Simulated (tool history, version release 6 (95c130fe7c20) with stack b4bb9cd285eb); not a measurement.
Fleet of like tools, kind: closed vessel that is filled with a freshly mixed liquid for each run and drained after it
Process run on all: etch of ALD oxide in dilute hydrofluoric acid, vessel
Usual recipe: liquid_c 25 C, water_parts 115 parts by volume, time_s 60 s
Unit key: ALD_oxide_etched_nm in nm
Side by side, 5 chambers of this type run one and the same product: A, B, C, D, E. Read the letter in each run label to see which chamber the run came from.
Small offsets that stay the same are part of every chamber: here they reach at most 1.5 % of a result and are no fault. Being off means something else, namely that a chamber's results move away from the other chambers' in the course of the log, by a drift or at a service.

run,day,liquid_c,water_parts,time_s,hours since the thermometer was replaced,hours since the hydrofluoric acid flow meter was replaced,"read-back film thickness of the ALD oxide reference wafer, read on the same gauge (nm)",ALD_oxide_etched_nm
1C,0.208,25,115,60,215.6,910.2,39.999,17.15
2E,0.388,25,115,60,402.1,282.8,39.999,17.388
3A,0.588,25,115,60,582.9,572.2,40.005,17.538
4B,0.754,25,115,60,459.8,913.5,39.969,17.404
5D,0.908,25,115,60,450.7,485,40.002,17.277
6A,1.121,25,115,60,595.7,585,40.036,17.252
7C,1.396,25,115,60,244.1,938.7,40.001,16.967
8D,1.588,25,115,60,467,501.3,40.014,17.43
9E,1.712,25,150,80,433.9,314.6,39.984,16.992
10B,1.846,25,150,80,486,939.7,40.01,17.39
11D,1.967,25,150,80,476.1,510.4,40.016,16.849
12A,2.146,25,150,80,620.3,609.6,40.004,17.242
13E,2.288,25,150,80,447.7,328.4,40,16.981
14B,2.467,25,115,60,500.9,954.6,40.025,17.573
15C,2.675,25,115,60,274.8,969.4,40.007,17.233
16D,2.879,25,115,60,498,532.3,39.964,17.453
17C,3.046,25,115,60,283.7,978.3,39.993,17.187
18A,3.217,25,115,60,646,635.3,40.01,17.479
19E,3.362,25,115,60,473.5,354.2,40.001,17.616
20B,3.588,25,115,60,527.8,981.5,39.984,17.305
21D,3.825,25,115,60,520.7,555,39.972,17.548
22E,4.046,25,115,60,489.9,370.6,39.972,17.537
23B,4.212,25,115,60,542.8,996.5,40.02,17.601
24C,4.471,25,115,45,317.9,1012.5,39.986,12.901
25A,4.6,25,115,45,679.2,668.5,40.006,13.079
26E,4.875,25,115,45,509.8,390.5,39.99,13.089
27C,5.154,25,115,45,334.3,1028.9,39.995,12.926
28B,5.362,25,115,45,570.4,1024.1,39.998,13.242
29A,5.579,25,115,60,702.7,692,39.997,17.276
30D,5.817,25,115,60,568.5,602.8,39.961,17.123
31B,6.079,25,115,60,587.6,1041.3,40.014,17.629
32A,6.225,25,115,60,718.2,707.5,40.013,17.407
33D,6.4,25,115,60,582.5,616.8,40.032,17.296
34E,6.575,25,115,60,550.6,431.3,39.993,17.289
35C,6.783,25,115,60,373.4,1068,40.029,17.117
36E,6.996,25,115,60,560.7,441.4,39.971,17.41
37D,7.271,25,145,80,603.4,637.7,39.99,17.392
38B,7.554,25,145,80,623,1076.7,40.004,17.977
39A,7.717,25,145,80,754,743.3,39.985,17.852

What goes on in this fleet: one chamber off, a drifting gauge, or nothing beyond the chambers' own small offsets? Name the chamber and the cause, if any.

No chamber is off and the gauge is stable; the differences are just each chamber's small, constant offset.

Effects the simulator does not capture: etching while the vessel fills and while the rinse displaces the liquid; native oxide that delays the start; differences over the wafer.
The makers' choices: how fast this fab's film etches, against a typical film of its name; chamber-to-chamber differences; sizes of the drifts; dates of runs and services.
